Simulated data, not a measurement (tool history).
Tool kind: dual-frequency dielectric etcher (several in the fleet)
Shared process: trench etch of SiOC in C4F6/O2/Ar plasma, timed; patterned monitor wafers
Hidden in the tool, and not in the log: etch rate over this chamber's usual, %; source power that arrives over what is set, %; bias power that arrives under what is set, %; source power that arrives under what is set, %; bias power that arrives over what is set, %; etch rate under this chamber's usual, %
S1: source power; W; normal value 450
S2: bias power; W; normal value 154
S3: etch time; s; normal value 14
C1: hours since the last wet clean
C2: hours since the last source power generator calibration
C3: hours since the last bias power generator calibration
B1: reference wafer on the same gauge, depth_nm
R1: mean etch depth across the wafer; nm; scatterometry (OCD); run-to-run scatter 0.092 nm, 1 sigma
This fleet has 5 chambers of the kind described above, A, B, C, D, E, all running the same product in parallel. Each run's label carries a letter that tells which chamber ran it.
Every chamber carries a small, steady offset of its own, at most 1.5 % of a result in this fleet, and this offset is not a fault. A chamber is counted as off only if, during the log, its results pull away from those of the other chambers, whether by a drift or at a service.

| run | hour | S1 | S2 | S3 | C1 | C2 | C3 | B1 | R1 |
|---|---|---|---|---|---|---|---|---|---|
| 1C | 6.4 | 450 | 154 | 14 | 90.4 | 549.8 | 701.8 | 28.083 | 28.734 |
| 2D | 12.4 | 450 | 154 | 14 | 78.1 | 2052.1 | 2428.6 | 28.108 | 28.935 |
|  | 16.2 | chamber B: wet clean of the chamber |
| 3B | 16.6 | 450 | 154 | 14 | 0.4 | 1715.3 | 421.1 | 28.117 | 29.333 |
| 4E | 19.9 | 450 | 154 | 14 | 213.8 | 1181.1 | 3769.0 | 28.087 | 29.165 |
| 5A | 24.9 | 450 | 154 | 14 | 185.9 | 1675.0 | 1396.5 | 28.095 | 28.862 |
| 6E | 31.8 | 450 | 154 | 14 | 225.7 | 1193.0 | 3780.9 | 28.092 | 28.990 |
| 7A | 36.2 | 450 | 181 | 17 | 197.2 | 1686.3 | 1407.8 | 28.101 | 36.903 |
| 8B | 40.8 | 450 | 181 | 17 | 24.6 | 1739.5 | 445.3 | 28.089 | 37.385 |
| 9D | 46.7 | 450 | 181 | 17 | 112.4 | 2086.4 | 2462.9 | 28.128 | 36.806 |
| 10C | 51.4 | 450 | 181 | 17 | 135.4 | 594.8 | 746.8 | 28.130 | 36.555 |
| 11E | 54.9 | 450 | 181 | 17 | 248.8 | 1216.1 | 3804.0 | 28.101 | 37.018 |
| 12B | 59.4 | 450 | 154 | 14 | 43.2 | 1758.1 | 463.9 | 28.095 | 29.209 |
| 13A | 66.5 | 450 | 154 | 14 | 227.5 | 1716.6 | 1438.1 | 28.110 | 28.933 |
| 14D | 70.7 | 450 | 154 | 14 | 136.4 | 2110.4 | 2486.9 | 28.103 | 28.722 |
| 15C | 75.6 | 450 | 154 | 14 | 159.6 | 619.0 | 771.0 | 28.093 | 28.726 |
| 16C | 81.3 | 450 | 154 | 14 | 165.3 | 624.7 | 776.7 | 28.112 | 28.655 |
| 17E | 84.5 | 450 | 154 | 14 | 278.4 | 1245.7 | 3833.6 | 28.095 | 29.185 |
| 18B | 89.1 | 450 | 154 | 14 | 72.9 | 1787.8 | 493.6 | 28.113 | 29.137 |
| 19A | 93.5 | 450 | 154 | 14 | 254.5 | 1743.6 | 1465.1 | 28.086 | 29.005 |
| 20D | 100.0 | 450 | 154 | 14 | 165.7 | 2139.7 | 2516.2 | 28.110 | 28.836 |
| 21C | 106.1 | 450 | 154 | 14 | 190.1 | 649.5 | 801.5 | 28.086 | 28.585 |
| 22A | 111.7 | 450 | 154 | 14 | 272.7 | 1761.8 | 1483.3 | 28.116 | 29.031 |
| 23E | 116.5 | 450 | 154 | 14 | 310.4 | 1277.7 | 3865.6 | 28.102 | 29.167 |
| 24B | 122.7 | 450 | 154 | 14 | 106.5 | 1821.4 | 527.2 | 28.103 | 29.253 |
| 25D | 126.0 | 450 | 154 | 14 | 191.7 | 2165.7 | 2542.2 | 28.094 | 28.928 |
| 26B | 133.2 | 450 | 154 | 14 | 117.0 | 1831.9 | 537.7 | 28.119 | 29.134 |
| 27E | 139.6 | 450 | 154 | 14 | 333.5 | 1300.8 | 3888.7 | 28.082 | 29.172 |
| 28A | 143.9 | 450 | 154 | 14 | 304.9 | 1794.0 | 1515.5 | 28.109 | 29.082 |
| 29D | 148.3 | 450 | 154 | 14 | 214.0 | 2188.0 | 2564.5 | 28.093 | 28.739 |
| 30C | 151.5 | 450 | 154 | 14 | 235.5 | 694.9 | 846.9 | 28.096 | 28.611 |
| 31A | 156.9 | 450 | 154 | 14 | 317.9 | 1807.0 | 1528.5 | 28.098 | 29.065 |
| 32D | 161.0 | 450 | 154 | 14 | 226.7 | 2200.7 | 2577.2 | 28.082 | 28.801 |
| 33E | 165.4 | 450 | 154 | 14 | 359.3 | 1326.6 | 3914.5 | 28.075 | 29.185 |
| 34C | 169.6 | 350 | 154 | 14 | 253.6 | 713.0 | 865.0 | 28.111 | 25.973 |
| 35B | 174.3 | 350 | 154 | 14 | 158.1 | 1873.0 | 578.8 | 28.102 | 26.249 |
| 36C | 179.5 | 350 | 154 | 14 | 263.5 | 722.9 | 874.9 | 28.089 | 26.000 |
|  | 183.2 | chamber D: source power generator calibrated |
| 37E | 184.0 | 350 | 154 | 14 | 377.9 | 1345.2 | 3933.1 | 28.107 | 26.284 |
| 38B | 188.6 | 350 | 154 | 14 | 172.4 | 1887.3 | 593.1 | 28.092 | 26.439 |
| 39A | 193.2 | 450 | 154 | 14 | 354.2 | 1843.3 | 1564.8 | 28.097 | 28.784 |
| 40D | 197.5 | 450 | 154 | 14 | 263.2 | 14.3 | 2613.7 | 28.131 | 28.887 |
| 41B | 204.4 | 450 | 154 | 14 | 188.2 | 1903.1 | 608.9 | 28.099 | 29.216 |

For the next run the whole fleet of 5 chambers uses the same settings. Give each chamber's results:
| 42A | 209.6 | 450 | 188 | 14 |  |  |  |  | ? |
| 42B | 209.6 | 450 | 188 | 14 |  |  |  |  | ? |
| 42C | 209.6 | 450 | 188 | 14 |  |  |  |  | ? |
| 42D | 209.6 | 450 | 188 | 14 |  |  |  |  | ? |
| 42E | 209.6 | 450 | 188 | 14 |  |  |  |  | ? |

| run | R1 |
|---|---|
| 42A | 30.764 |
| 42B | 30.890 |
| 42C | 30.661 |
| 42D | 30.773 |
| 42E | 31.072 |
